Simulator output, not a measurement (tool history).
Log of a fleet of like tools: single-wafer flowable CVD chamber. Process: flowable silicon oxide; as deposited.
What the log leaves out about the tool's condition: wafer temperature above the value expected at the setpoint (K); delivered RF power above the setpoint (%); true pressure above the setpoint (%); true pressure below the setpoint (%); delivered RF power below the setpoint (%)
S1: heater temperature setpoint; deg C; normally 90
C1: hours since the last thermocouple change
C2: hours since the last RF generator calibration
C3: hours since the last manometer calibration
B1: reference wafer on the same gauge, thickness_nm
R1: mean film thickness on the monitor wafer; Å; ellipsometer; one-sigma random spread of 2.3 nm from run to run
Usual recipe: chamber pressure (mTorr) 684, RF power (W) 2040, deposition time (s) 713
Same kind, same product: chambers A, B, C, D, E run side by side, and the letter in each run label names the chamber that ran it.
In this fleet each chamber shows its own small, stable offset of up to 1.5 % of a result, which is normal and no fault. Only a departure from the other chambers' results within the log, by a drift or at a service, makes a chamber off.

run 1C day=0.192 | S1=90 chamber_pressure_(mTorr)=684 RF_power_(W)=2040 deposition_time_(s)=713 | C1=1288.8 C2=1851.5 C3=380.1 | B1=399.37 | R1=4940.8
run 2A day=0.408 | S1=90 chamber_pressure_(mTorr)=684 RF_power_(W)=2040 deposition_time_(s)=713 | C1=1403.1 C2=586.2 C3=641.2 | B1=399.33 | R1=4832.0
run 3E day=0.525 | S1=90 chamber_pressure_(mTorr)=684 RF_power_(W)=2040 deposition_time_(s)=713 | C1=2191.4 C2=564.8 C3=638.3 | B1=399.24 | R1=4918.2
run 4D day=0.667 | S1=90 chamber_pressure_(mTorr)=684 RF_power_(W)=2040 deposition_time_(s)=713 | C1=324.7 C2=1670.0 C3=255.7 | B1=399.26 | R1=4954.1
run 5B day=0.796 | S1=90 chamber_pressure_(mTorr)=684 RF_power_(W)=2040 deposition_time_(s)=713 | C1=1135.1 C2=619.7 C3=1285.2 | B1=398.64 | R1=4930.6
run 6C day=1.012 | S1=90 chamber_pressure_(mTorr)=684 RF_power_(W)=2040 deposition_time_(s)=713 | C1=1308.5 C2=1871.2 C3=399.8 | B1=398.97 | R1=4927.6
run 7D day=1.208 | S1=90 chamber_pressure_(mTorr)=684 RF_power_(W)=2040 deposition_time_(s)=713 | C1=337.7 C2=1683.0 C3=268.7 | B1=398.53 | R1=4977.4
run 8B day=1.388 | S1=90 chamber_pressure_(mTorr)=684 RF_power_(W)=2040 deposition_time_(s)=713 | C1=1149.3 C2=633.9 C3=1299.4 | B1=398.83 | R1=4991.5
run 9E day=1.633 | S1=90 chamber_pressure_(mTorr)=684 RF_power_(W)=2040 deposition_time_(s)=713 | C1=2218.0 C2=591.4 C3=664.9 | B1=399.38 | R1=4900.0
run 10A day=1.758 | S1=90 chamber_pressure_(mTorr)=684 RF_power_(W)=2040 deposition_time_(s)=713 | C1=1435.5 C2=618.6 C3=673.6 | B1=398.95 | R1=4816.8
run 11A day=1.971 | S1=90 chamber_pressure_(mTorr)=684 RF_power_(W)=2040 deposition_time_(s)=713 | C1=1440.6 C2=623.7 C3=678.7 | B1=398.81 | R1=4831.7
run 12E day=2.142 | S1=90 chamber_pressure_(mTorr)=684 RF_power_(W)=2040 deposition_time_(s)=713 | C1=2230.2 C2=603.6 C3=677.1 | B1=399.08 | R1=4891.0
run 13D day=2.358 | S1=90 chamber_pressure_(mTorr)=684 RF_power_(W)=2040 deposition_time_(s)=713 | C1=365.3 C2=1710.6 C3=296.3 | B1=398.87 | R1=4942.7
run 14C day=2.521 | S1=90 chamber_pressure_(mTorr)=684 RF_power_(W)=2040 deposition_time_(s)=713 | C1=1344.7 C2=1907.4 C3=436.0 | B1=399.31 | R1=4932.3
run 15B day=2.750 | S1=90 chamber_pressure_(mTorr)=684 RF_power_(W)=2040 deposition_time_(s)=713 | C1=1182.0 C2=666.6 C3=1332.1 | B1=398.91 | R1=4899.7
run 16E day=2.979 | S1=90 chamber_pressure_(mTorr)=684 RF_power_(W)=2040 deposition_time_(s)=713 | C1=2250.3 C2=623.7 C3=697.2 | B1=398.97 | R1=4880.3
run 17A day=3.192 | S1=90 chamber_pressure_(mTorr)=684 RF_power_(W)=2040 deposition_time_(s)=713 | C1=1469.9 C2=653.0 C3=708.0 | B1=399.03 | R1=4889.7
-- day=3.362 chamber C: RF generator calibrated
run 18C day=3.367 | S1=100 chamber_pressure_(mTorr)=763 RF_power_(W)=2040 deposition_time_(s)=713 | C1=1365.0 C2=0.1 C3=456.3 | B1=398.79 | R1=4126.7
run 19D day=3.558 | S1=100 chamber_pressure_(mTorr)=763 RF_power_(W)=2040 deposition_time_(s)=713 | C1=394.1 C2=1739.4 C3=325.1 | B1=399.02 | R1=4077.8
run 20B day=3.754 | S1=100 chamber_pressure_(mTorr)=763 RF_power_(W)=2040 deposition_time_(s)=713 | C1=1206.1 C2=690.7 C3=1356.2 | B1=399.08 | R1=4040.2
run 21D day=3.888 | S1=100 chamber_pressure_(mTorr)=763 RF_power_(W)=2040 deposition_time_(s)=713 | C1=402.0 C2=1747.3 C3=333.0 | B1=398.71 | R1=4115.9
run 22C day=4.092 | S1=100 chamber_pressure_(mTorr)=763 RF_power_(W)=2040 deposition_time_(s)=713 | C1=1382.4 C2=17.5 C3=473.7 | B1=398.78 | R1=4095.8
run 23E day=4.283 | S1=90 chamber_pressure_(mTorr)=684 RF_power_(W)=2040 deposition_time_(s)=713 | C1=2281.6 C2=655.0 C3=728.5 | B1=399.06 | R1=4918.2
run 24A day=4.496 | S1=90 chamber_pressure_(mTorr)=684 RF_power_(W)=2040 deposition_time_(s)=713 | C1=1501.2 C2=684.3 C3=739.3 | B1=398.83 | R1=4838.6
run 25B day=4.700 | S1=77 chamber_pressure_(mTorr)=684 RF_power_(W)=2040 deposition_time_(s)=713 | C1=1228.8 C2=713.4 C3=1378.9 | B1=399.58 | R1=7075.8
run 26D day=4.875 | S1=77 chamber_pressure_(mTorr)=684 RF_power_(W)=2040 deposition_time_(s)=713 | C1=425.7 C2=1771.0 C3=356.7 | B1=399.24 | R1=7171.3
run 27A day=4.996 | S1=77 chamber_pressure_(mTorr)=684 RF_power_(W)=2040 deposition_time_(s)=713 | C1=1513.2 C2=696.3 C3=751.3 | B1=398.66 | R1=7033.2
run 28C day=5.129 | S1=77 chamber_pressure_(mTorr)=684 RF_power_(W)=2040 deposition_time_(s)=713 | C1=1407.3 C2=42.4 C3=498.6 | B1=399.36 | R1=7233.7
run 29E day=5.358 | S1=77 chamber_pressure_(mTorr)=684 RF_power_(W)=2040 deposition_time_(s)=713 | C1=2307.4 C2=680.8 C3=754.3 | B1=399.11 | R1=7124.2
run 30B day=5.575 | S1=84 chamber_pressure_(mTorr)=684 RF_power_(W)=1820 deposition_time_(s)=713 | C1=1249.8 C2=734.4 C3=1399.9 | B1=399.14 | R1=5608.9
run 31E day=5.804 | S1=84 chamber_pressure_(mTorr)=684 RF_power_(W)=1820 deposition_time_(s)=713 | C1=2318.1 C2=691.5 C3=765.0 | B1=398.91 | R1=5716.7
run 32B day=5.971 | S1=84 chamber_pressure_(mTorr)=684 RF_power_(W)=1820 deposition_time_(s)=713 | C1=1259.3 C2=743.9 C3=1409.4 | B1=399.31 | R1=5582.3
run 33C day=6.196 | S1=84 chamber_pressure_(mTorr)=684 RF_power_(W)=1820 deposition_time_(s)=713 | C1=1432.9 C2=68.0 C3=524.2 | B1=398.66 | R1=5741.9
run 34A day=6.312 | S1=84 chamber_pressure_(mTorr)=684 RF_power_(W)=1820 deposition_time_(s)=713 | C1=1544.8 C2=727.9 C3=782.9 | B1=398.98 | R1=5638.4
run 35D day=6.462 | S1=90 chamber_pressure_(mTorr)=684 RF_power_(W)=2040 deposition_time_(s)=713 | C1=463.8 C2=1809.1 C3=394.8 | B1=399.43 | R1=4946.7
run 36C day=6.671 | S1=90 chamber_pressure_(mTorr)=684 RF_power_(W)=2040 deposition_time_(s)=713 | C1=1444.3 C2=79.4 C3=535.6 | B1=399.05 | R1=4976.8
run 37B day=6.917 | S1=90 chamber_pressure_(mTorr)=684 RF_power_(W)=2040 deposition_time_(s)=713 | C1=1282.0 C2=766.6 C3=1432.1 | B1=399.27 | R1=4747.2
run 38A day=7.125 | S1=90 chamber_pressure_(mTorr)=684 RF_power_(W)=2040 deposition_time_(s)=713 | C1=1564.3 C2=747.4 C3=802.4 | B1=399.01 | R1=4826.1

Next, all 5 chambers run the settings below, one line each with question marks for the results. What does each chamber give?
run 39A day=7.300 | S1=90 chamber_pressure_(mTorr)=684 RF_power_(W)=2040 deposition_time_(s)=713 | R1=?
run 39B day=7.300 | S1=90 chamber_pressure_(mTorr)=684 RF_power_(W)=2040 deposition_time_(s)=713 | R1=?
run 39C day=7.300 | S1=90 chamber_pressure_(mTorr)=684 RF_power_(W)=2040 deposition_time_(s)=713 | R1=?
run 39D day=7.300 | S1=90 chamber_pressure_(mTorr)=684 RF_power_(W)=2040 deposition_time_(s)=713 | R1=?
run 39E day=7.300 | S1=90 chamber_pressure_(mTorr)=684 RF_power_(W)=2040 deposition_time_(s)=713 | R1=?

run=39A R1=4824.5
run=39B R1=4716.1
run=39C R1=4975.8
run=39D R1=4949.6
run=39E R1=4918.5

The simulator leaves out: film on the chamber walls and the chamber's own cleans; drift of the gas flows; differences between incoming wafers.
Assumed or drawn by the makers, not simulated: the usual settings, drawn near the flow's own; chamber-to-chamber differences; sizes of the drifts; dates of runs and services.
